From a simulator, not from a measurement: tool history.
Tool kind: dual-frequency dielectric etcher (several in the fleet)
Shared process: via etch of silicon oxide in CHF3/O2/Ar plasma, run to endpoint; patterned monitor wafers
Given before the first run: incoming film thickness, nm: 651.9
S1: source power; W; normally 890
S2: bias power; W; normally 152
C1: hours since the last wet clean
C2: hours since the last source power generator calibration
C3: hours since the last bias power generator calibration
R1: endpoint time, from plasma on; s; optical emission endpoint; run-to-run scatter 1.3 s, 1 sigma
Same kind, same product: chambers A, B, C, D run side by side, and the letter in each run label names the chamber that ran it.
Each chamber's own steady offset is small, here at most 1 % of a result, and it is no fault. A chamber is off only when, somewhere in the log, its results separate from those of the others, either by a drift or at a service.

{"run": "1A", "day": 0.146, "S1": 890, "S2": 152, "C1": 207.3, "C2": 2140.7, "C3": 1995, "R1": 298.26}
{"run": "2B", "day": 0.254, "S1": 890, "S2": 152, "C1": 215.5, "C2": 3740.5, "C3": 1746.9, "R1": 302.83}
{"run": "3D", "day": 0.408, "S1": 890, "S2": 152, "C1": 28.3, "C2": 3476.2, "C3": 3348.7, "R1": 299.67}
{"run": "4C", "day": 0.504, "S1": 890, "S2": 152, "C1": 143, "C2": 2477.7, "C3": 1486.6, "R1": 300.84}
{"run": "5B", "day": 0.625, "S1": 890, "S2": 152, "C1": 224.4, "C2": 3749.4, "C3": 1755.8, "R1": 300.96}
{"run": "6C", "day": 0.717, "S1": 890, "S2": 152, "C1": 148.1, "C2": 2482.8, "C3": 1491.7, "R1": 299.25}
{"run": "7A", "day": 0.867, "S1": 890, "S2": 152, "C1": 224.6, "C2": 2158, "C3": 2012.3, "R1": 297.53}
{"run": "8D", "day": 0.983, "S1": 890, "S2": 152, "C1": 42.1, "C2": 3490, "C3": 3362.5, "R1": 302.16}
{"run": "9B", "day": 1.079, "S1": 890, "S2": 152, "C1": 235.3, "C2": 3760.3, "C3": 1766.7, "R1": 302.5}
{"run": "10D", "day": 1.175, "S1": 890, "S2": 152, "C1": 46.7, "C2": 3494.6, "C3": 3367.1, "R1": 300.67}
{"run": "11A", "day": 1.271, "S1": 890, "S2": 152, "C1": 234.3, "C2": 2167.7, "C3": 2022, "R1": 301.17}
{"run": "12C", "day": 1.388, "S1": 890, "S2": 152, "C1": 164.2, "C2": 2498.9, "C3": 1507.8, "R1": 297.55}
{"run": "13D", "day": 1.521, "S1": 890, "S2": 152, "C1": 55, "C2": 3502.9, "C3": 3375.4, "R1": 299.67}
{"run": "14C", "day": 1.662, "S1": 890, "S2": 152, "C1": 170.8, "C2": 2505.5, "C3": 1514.4, "R1": 296.63}
{"run": "15A", "day": 1.754, "S1": 890, "S2": 152, "C1": 245.9, "C2": 2179.3, "C3": 2033.6, "R1": 298.86}
{"run": "16B", "day": 1.95, "S1": 890, "S2": 152, "C1": 256.2, "C2": 3781.2, "C3": 1787.6, "R1": 303.24}
{"run": "17C", "day": 2.092, "S1": 890, "S2": 130, "C1": 181.1, "C2": 2515.8, "C3": 1524.7, "R1": 310.62}
{"run": "18B", "day": 2.275, "S1": 890, "S2": 130, "C1": 264, "C2": 3789, "C3": 1795.4, "R1": 317.14}
{"run": "19A", "day": 2.4, "S1": 890, "S2": 130, "C1": 261.4, "C2": 2194.8, "C3": 2049.1, "R1": 313.2}
{"run": "20D", "day": 2.525, "S1": 890, "S2": 130, "C1": 79.1, "C2": 3527, "C3": 3399.5, "R1": 313.04}
{"run": "21A", "day": 2.679, "S1": 890, "S2": 152, "C1": 268.1, "C2": 2201.5, "C3": 2055.8, "R1": 299.83}
{"run": "22B", "day": 2.833, "S1": 890, "S2": 152, "C1": 277.4, "C2": 3802.4, "C3": 1808.8, "R1": 300.46}
{"run": "23D", "day": 2.958, "S1": 890, "S2": 152, "C1": 89.5, "C2": 3537.4, "C3": 3409.9, "R1": 301.52}
{"run": "24C", "day": 3.046, "S1": 890, "S2": 152, "C1": 204, "C2": 2538.7, "C3": 1547.6, "R1": 297.44}
{"run": "25D", "day": 3.217, "S1": 890, "S2": 181, "C1": 95.7, "C2": 3543.6, "C3": 3416.1, "R1": 282}
{"run": "26B", "day": 3.379, "S1": 890, "S2": 181, "C1": 290.5, "C2": 3815.5, "C3": 1821.9, "R1": 284.72}
{"run": "27C", "day": 3.538, "S1": 890, "S2": 181, "C1": 215.8, "C2": 2550.5, "C3": 1559.4, "R1": 281.21}
{"run": "28A", "day": 3.625, "S1": 890, "S2": 181, "C1": 290.8, "C2": 2224.2, "C3": 2078.5, "R1": 281.19}
{"run": "29D", "day": 3.762, "S1": 890, "S2": 152, "C1": 108.8, "C2": 3556.7, "C3": 3429.2, "R1": 299.56}
{"run": "30B", "day": 3.854, "S1": 890, "S2": 152, "C1": 301.9, "C2": 3826.9, "C3": 1833.3, "R1": 303.23}
{"run": "31A", "day": 3.988, "S1": 890, "S2": 152, "C1": 299.5, "C2": 2232.9, "C3": 2087.2, "R1": 299.4}
{"run": "32C", "day": 4.171, "S1": 890, "S2": 152, "C1": 231, "C2": 2565.7, "C3": 1574.6, "R1": 299.43}
{"run": "33B", "day": 4.283, "S1": 1070, "S2": 136, "C1": 312.2, "C2": 3837.2, "C3": 1843.6, "R1": 291.33}
{"run": "34C", "day": 4.446, "S1": 1070, "S2": 136, "C1": 237.6, "C2": 2572.3, "C3": 1581.2, "R1": 286.99}

Which is it: a chamber that has drifted or been left off by a service, a gauge drift common to all chambers, or only each chamber's usual small offset? If a chamber is off, name it and its likeliest cause.

All chambers stay in line apart from their small fixed offsets, and the gauge does not drift.

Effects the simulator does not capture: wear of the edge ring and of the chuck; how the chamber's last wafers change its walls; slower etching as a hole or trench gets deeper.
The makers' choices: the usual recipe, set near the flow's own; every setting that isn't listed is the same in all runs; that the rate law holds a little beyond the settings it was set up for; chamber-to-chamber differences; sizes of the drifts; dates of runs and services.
